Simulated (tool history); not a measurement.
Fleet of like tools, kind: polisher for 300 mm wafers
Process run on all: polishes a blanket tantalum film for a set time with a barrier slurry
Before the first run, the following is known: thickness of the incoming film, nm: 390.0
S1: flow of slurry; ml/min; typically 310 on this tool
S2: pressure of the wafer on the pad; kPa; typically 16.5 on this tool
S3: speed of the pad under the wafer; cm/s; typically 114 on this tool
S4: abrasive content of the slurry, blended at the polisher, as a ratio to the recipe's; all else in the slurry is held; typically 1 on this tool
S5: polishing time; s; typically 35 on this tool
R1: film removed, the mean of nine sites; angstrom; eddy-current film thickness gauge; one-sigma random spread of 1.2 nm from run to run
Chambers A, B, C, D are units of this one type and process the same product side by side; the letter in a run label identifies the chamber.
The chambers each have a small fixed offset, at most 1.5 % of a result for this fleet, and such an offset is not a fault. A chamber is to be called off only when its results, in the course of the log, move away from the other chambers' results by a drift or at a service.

-- hour=7.8 chamber C: slurry blender recalibrated
run 1A hour=8.9 | S1=310 S2=16.5 S3=114 S4=1 S5=35 | R1=827.53
-- hour=16.3 chamber D: worn pad replaced by a new one
run 2C hour=17.5 | S1=310 S2=16.5 S3=114 S4=1 S5=35 | R1=848.02
-- hour=18 chamber A: worn pad replaced by a new one
run 3D hour=27.8 | S1=310 S2=16.5 S3=114 S4=1 S5=35 | R1=861.45
-- hour=30.2 chamber A: slurry nozzle cleaned
-- hour=37.9 chamber B: worn pad replaced by a new one
run 4B hour=39.2 | S1=310 S2=16.5 S3=114 S4=1 S5=35 | R1=829.19
run 5A hour=47.8 | S1=390 S2=16.5 S3=94 S4=1 S5=35 | R1=699.48
run 6B hour=54.2 | S1=390 S2=16.5 S3=94 S4=1 S5=35 | R1=707.77
run 7D hour=64.8 | S1=390 S2=16.5 S3=94 S4=1 S5=35 | R1=712.44
-- hour=75.9 chamber A: worn pad replaced by a new one
run 8C hour=78.2 | S1=390 S2=16.5 S3=94 S4=1 S5=35 | R1=710.86
run 9B hour=87.8 | S1=310 S2=16.5 S3=114 S4=1 S5=35 | R1=840.92
-- hour=88.5 chamber D: slurry nozzle cleaned
run 10A hour=99.1 | S1=310 S2=16.5 S3=114 S4=1 S5=35 | R1=835.89
-- hour=109 chamber D: worn pad replaced by a new one
-- hour=110.2 chamber C: worn pad replaced by a new one
run 11D hour=111.9 | S1=310 S2=16.5 S3=114 S4=1 S5=35 | R1=838.87
-- hour=118.3 chamber B: worn pad replaced by a new one
-- hour=123.4 chamber C: slurry nozzle cleaned
run 12C hour=124.9 | S1=310 S2=16.5 S3=114 S4=1 S5=35 | R1=843.21
-- hour=137.2 chamber A: worn pad replaced by a new one
run 13D hour=138.4 | S1=310 S2=16.5 S3=114 S4=1 S5=35 | R1=845.86
-- hour=145.2 chamber D: head pressure recalibrated
run 14A hour=152.7 | S1=310 S2=16.5 S3=114 S4=1 S5=35 | R1=831.7
-- hour=155.8 chamber A: slurry blender recalibrated
run 15C hour=164.6 | S1=310 S2=16.5 S3=114 S4=1 S5=35 | R1=809.6
run 16B hour=175 | S1=310 S2=16.5 S3=114 S4=1 S5=35 | R1=826.43
run 17D hour=187.3 | S1=310 S2=16.5 S3=114 S4=1 S5=44 | R1=1038.2
run 18C hour=194.2 | S1=310 S2=16.5 S3=114 S4=1 S5=44 | R1=1049.3
-- hour=198.5 chamber A: worn pad replaced by a new one
run 19B hour=206.6 | S1=310 S2=16.5 S3=114 S4=1 S5=44 | R1=1038.2
-- hour=210.7 chamber D: slurry blender recalibrated
-- hour=213 chamber D: worn pad replaced by a new one
run 20A hour=213.1 | S1=310 S2=16.5 S3=114 S4=1 S5=44 | R1=1058.1
-- hour=213.3 chamber B: worn pad replaced by a new one
-- hour=217.4 chamber B: slurry blender recalibrated
-- hour=221.5 chamber C: worn pad replaced by a new one
run 21B hour=224.2 | S1=310 S2=16.5 S3=114 S4=1 S5=35 | R1=846.41
run 22D hour=235 | S1=310 S2=16.5 S3=114 S4=1 S5=35 | R1=827.93
run 23A hour=242.3 | S1=310 S2=16.5 S3=114 S4=1 S5=35 | R1=834.05
run 24C hour=251.3 | S1=310 S2=16.5 S3=114 S4=1 S5=35 | R1=835.95
run 25D hour=260.4 | S1=310 S2=16.5 S3=114 S4=1 S5=35 | R1=851.92
-- hour=267.5 chamber A: worn pad replaced by a new one
run 26C hour=274.3 | S1=310 S2=16.5 S3=114 S4=1 S5=35 | R1=835.18
-- hour=280 chamber A: head pressure recalibrated
run 27A hour=284.2 | S1=310 S2=16.5 S3=114 S4=1 S5=35 | R1=824.46
run 28B hour=298.1 | S1=310 S2=16.5 S3=114 S4=1 S5=35 | R1=814.56
-- hour=299 chamber B: head pressure recalibrated
-- hour=300.8 chamber B: worn pad replaced by a new one
run 29B hour=307 | S1=310 S2=16.5 S3=114 S4=1 S5=35 | R1=818.4

What goes on in this fleet: one chamber off, a drifting gauge, or nothing beyond the chambers' own small offsets? Name the chamber and the cause, if any.

Beyond each chamber's small constant offset nothing stands out, and the gauge stays steady.
